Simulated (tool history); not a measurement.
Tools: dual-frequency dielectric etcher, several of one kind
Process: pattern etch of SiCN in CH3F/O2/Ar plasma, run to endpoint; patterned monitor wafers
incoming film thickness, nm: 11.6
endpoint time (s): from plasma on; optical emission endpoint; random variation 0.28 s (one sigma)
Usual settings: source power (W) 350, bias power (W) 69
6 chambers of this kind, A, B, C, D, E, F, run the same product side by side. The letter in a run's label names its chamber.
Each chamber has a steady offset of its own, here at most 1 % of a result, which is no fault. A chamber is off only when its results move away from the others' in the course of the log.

run   hour  source power (W)  bias power (W)  hours since the last wet clean  hours since the last source power generator calibration  hours since the last bias power generator calibration  endpoint time (s)
 1D    3.6               350              69                           167.8                                                    635.3                                                 2521.9             32.575
 2E    9.2               350              69                           284.2                                                   3505.3                                                 2004.5             33.016
 3A   15.0               350              69                           209.0                                                    268.1                                                   27.6             32.969
 4F   18.8               350              69                            80.8                                                   1419.7                                                 1550.6             32.652
 5C   23.7               350              69                            54.6                                                   1543.4                                                 1348.6             32.996
 6B   29.3               380              75                           440.6                                                   1569.0                                                  538.4             30.460
 7C   32.7               380              75                            63.6                                                   1552.4                                                 1357.6             31.348
 8B   35.6               380              75                           446.9                                                   1575.3                                                  544.7             30.958
 9E   41.7               380              75                           316.7                                                   3537.8                                                 2037.0             31.238
10F   45.9               380              75                           107.9                                                   1446.8                                                 1577.7             31.403
11D   51.7               380              75                           215.9                                                    683.4                                                 2570.0             31.115
12A   56.0               290              61                           250.0                                                    309.1                                                   68.6             36.799
13F   61.5               290              61                           123.5                                                   1462.4                                                 1593.3             36.644
14B   65.4               290              61                           476.7                                                   1605.1                                                  574.5             36.702
15D   70.5               290              61                           234.7                                                    702.2                                                 2588.8             36.891
16A   75.0               290              61                           269.0                                                    328.1                                                   87.6             36.600
17C   79.3               290              61                           110.2                                                   1599.0                                                 1404.2             36.954
18E   84.7               350              69                           359.7                                                   3580.8                                                 2080.0             32.990
19C   90.5               290              83                           121.4                                                   1610.2                                                 1415.4             33.329
20F   96.1               290              83                           158.1                                                   1497.0                                                 1627.9             32.904
21E  101.6               290              83                           376.6                                                   3597.7                                                 2096.9             33.567
     102.8  -- chamber B: wet clean of the chamber
22A  107.0               290              83                           301.0                                                    360.1                                                  119.6             32.963
23D  111.6               290              83                           275.8                                                    743.3                                                 2629.9             33.535
24B  116.3               290              83                            13.6                                                   1656.0                                                  625.4             33.052
25A  119.0               350              69                           313.0                                                    372.1                                                  131.6             32.535
26F  124.8               350              69                           186.8                                                   1525.7                                                 1656.6             33.497
27B  127.7               350              69                            25.0                                                   1667.4                                                  636.8             32.675
28E  133.7               350              69                           408.7                                                   3629.8                                                 2129.0             33.742
29D  138.5               350              69                           302.7                                                    770.2                                                 2656.8             34.164
30C  142.1               350              69                           173.0                                                   1661.8                                                 1467.0             32.509
31F  145.8               290              76                           207.8                                                   1546.7                                                 1677.6             33.998
32E  149.9               290              76                           424.9                                                   3646.0                                                 2145.2             34.023
33D  154.1               290              76                           318.3                                                    785.8                                                 2672.4             35.864
34B  157.8               290              76                            55.1                                                   1697.5                                                  666.9             33.984
35A  161.4               290              76                           355.4                                                    414.5                                                  174.0             34.075
36C  166.7               290              76                           197.6                                                   1686.4                                                 1491.6             34.418
37F  171.9               350              69                           233.9                                                   1572.8                                                 1703.7             32.683
38D  175.2               350              69                           339.4                                                    806.9                                                 2693.5             34.023
39C  180.7               350              69                           211.6                                                   1700.4                                                 1505.6             32.779
40B  184.6               350              69                            81.9                                                   1724.3                                                  693.7             33.094
41A  187.6               350              69                           381.6                                                    440.7                                                  200.2             33.193
42E  191.7               350              69                           466.7                                                   3687.8                                                 2187.0             33.438
43B  195.9               400              74                            93.2                                                   1735.6                                                  705.0             30.541

What goes on in this fleet: one chamber off, a drifting gauge, or nothing beyond the chambers' own small offsets? Name the chamber and the cause, if any.

Chamber D drifts away from the others.
Cause: etch rate under this chamber's usual, % = 4.95.

Here are 4 candidates for chamber D's next run, each the usual settings with a change, their results left as question marks. Which one brings its results back in line with what the others give on the usual settings?
In line means no further than this from the other chambers' mean on the usual settings: endpoint time (s) 0.980
44D-1  200.3               400              69                                                                                                                                                                  ?
44D-2  200.3               300              61                                                                                                                                                                  ?
44D-3  200.3               350              90                                                                                                                                                                  ?
44D-4  200.3               320              64                                                                                                                                                                  ?

The other chambers' mean on the usual settings: endpoint time (s) 32.982
  run  endpoint time (s)
44D-1             33.142
44D-2             38.591
44D-3             31.695
44D-4             37.034
44D-1 brings the chamber back in line.
